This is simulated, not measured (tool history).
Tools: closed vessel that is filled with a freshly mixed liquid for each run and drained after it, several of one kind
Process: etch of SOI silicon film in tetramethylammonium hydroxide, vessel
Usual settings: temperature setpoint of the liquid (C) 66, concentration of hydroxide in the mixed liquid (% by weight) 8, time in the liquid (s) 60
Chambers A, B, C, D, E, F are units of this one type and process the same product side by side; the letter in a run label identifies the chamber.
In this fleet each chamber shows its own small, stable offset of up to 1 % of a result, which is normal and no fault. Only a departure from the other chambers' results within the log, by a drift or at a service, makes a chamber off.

run   hour  temperature setpoint of the liquid (C)  concentration of hydroxide in the mixed liquid (% by weight)  time in the liquid (s)  read-back film thickness of the SOI silicon film reference wafer, read on the same gauge (nm)  thickness taken off the SOI silicon film on a monitor wafer (nm)
 1E    5.6                                      66                                                             8                      60                                                                                         99.992                                                             366.8
 2A   10.4                                      66                                                             8                      60                                                                                         99.993                                                            369.06
 3C   15.9                                      66                                                             8                      60                                                                                            100                                                            368.62
 4B   20.5                                      66                                                             8                      60                                                                                         100.01                                                             364.3
 5F   24.2                                      66                                                             8                      60                                                                                            100                                                            364.04
 6D   27.6                                      66                                                             8                      60                                                                                         99.982                                                            369.91
 7F   32.2                                      66                                                             8                      60                                                                                         100.01                                                             368.2
 8B   35.7                                      66                                                             8                      60                                                                                         99.997                                                            369.84
 9A   39.2                                      66                                                             8                      60                                                                                         99.998                                                            372.59
10D   45.2                                    71.5                                                             8                      70                                                                                         99.982                                                            608.53
11E   49.8                                    71.5                                                             8                      70                                                                                            100                                                            600.38
12C   54.3                                    71.5                                                             8                      70                                                                                            100                                                            596.91
13C   59.1                                    71.5                                                             8                      70                                                                                         99.991                                                            595.16
14F   64.1                                    71.5                                                             8                      70                                                                                         99.994                                                            599.04
15A   68.7                                    71.5                                                             8                      70                                                                                         99.988                                                            594.57
16E     74                                      66                                                             8                      60                                                                                            100                                                            369.95
17B   79.9                                      66                                                             8                      60                                                                                         99.999                                                            361.89
18D   84.7                                    70.5                                                             8                      35                                                                                         99.991                                                            280.49
19D   91.8                                    70.5                                                             8                      35                                                                                         99.997                                                            278.19
20E   98.4                                    70.5                                                             8                      35                                                                                         100.01                                                             276.1
21B  105.6                                    70.5                                                             8                      35                                                                                            100                                                            280.53
       106  -- chamber A: thermometer replaced
22A  110.6                                    70.5                                                             8                      35                                                                                         100.02                                                            278.21
23C  116.4                                    70.5                                                             8                      35                                                                                         100.02                                                            282.33
24F  119.7                                      66                                                             8                      60                                                                                         100.01                                                            367.99
25F  127.2                                      66                                                             8                      60                                                                                         99.999                                                            370.84
26A  133.4                                    73.5                                                             8                      35                                                                                            100                                                            331.09
27D  136.8                                    73.5                                                             8                      35                                                                                         99.995                                                            326.57
28B  142.5                                    73.5                                                             8                      35                                                                                            100                                                            332.76
29E  146.4                                    73.5                                                             8                      35                                                                                         99.982                                                            334.27
30C  152.2                                    73.5                                                             8                      35                                                                                         99.998                                                             336.6
31B  158.8                                    73.5                                                             8                      35                                                                                         100.02                                                            331.97
32E  162.2                                      66                                                             8                      60                                                                                         99.998                                                            373.01
33F  166.1                                      66                                                             8                      60                                                                                            100                                                            368.96
34C    172                                    69.5                                                             8                      30                                                                                         99.971                                                            227.17
35A  177.7                                    69.5                                                             8                      30                                                                                            100                                                            228.37
36D    184                                    69.5                                                             8                      30                                                                                            100                                                               215
37B  189.6                                    69.5                                                             8                      30                                                                                            100                                                            225.92
38E    197                                    69.5                                                             8                      30                                                                                         100.03                                                            229.57
39D  204.2                                    69.5                                                             8                      30                                                                                         99.996                                                            214.31
40F  210.9                                      66                                                             8                      60                                                                                         99.995                                                            374.54
41A  215.6                                      66                                                             8                      60                                                                                         100.01                                                            370.89
42C  220.1                                      66                                                             8                      60                                                                                         99.999                                                            363.37

Predict what each chamber gives when all 6 of them run the settings below next.
43A  225.4                                      66                                                             8                      60                                                                                                                                                                ?
43B  225.4                                      66                                                             8                      60                                                                                                                                                                ?
43C  225.4                                      66                                                             8                      60                                                                                                                                                                ?
43D  225.4                                      66                                                             8                      60                                                                                                                                                                ?
43E  225.4                                      66                                                             8                      60                                                                                                                                                                ?
43F  225.4                                      66                                                             8                      60                                                                                                                                                                ?

run  thickness taken off the SOI silicon film on a monitor wafer (nm)
43A                                                             371.2
43B                                                            361.88
43C                                                            369.94
43D                                                            340.16
43E                                                            371.27
43F                                                            375.36
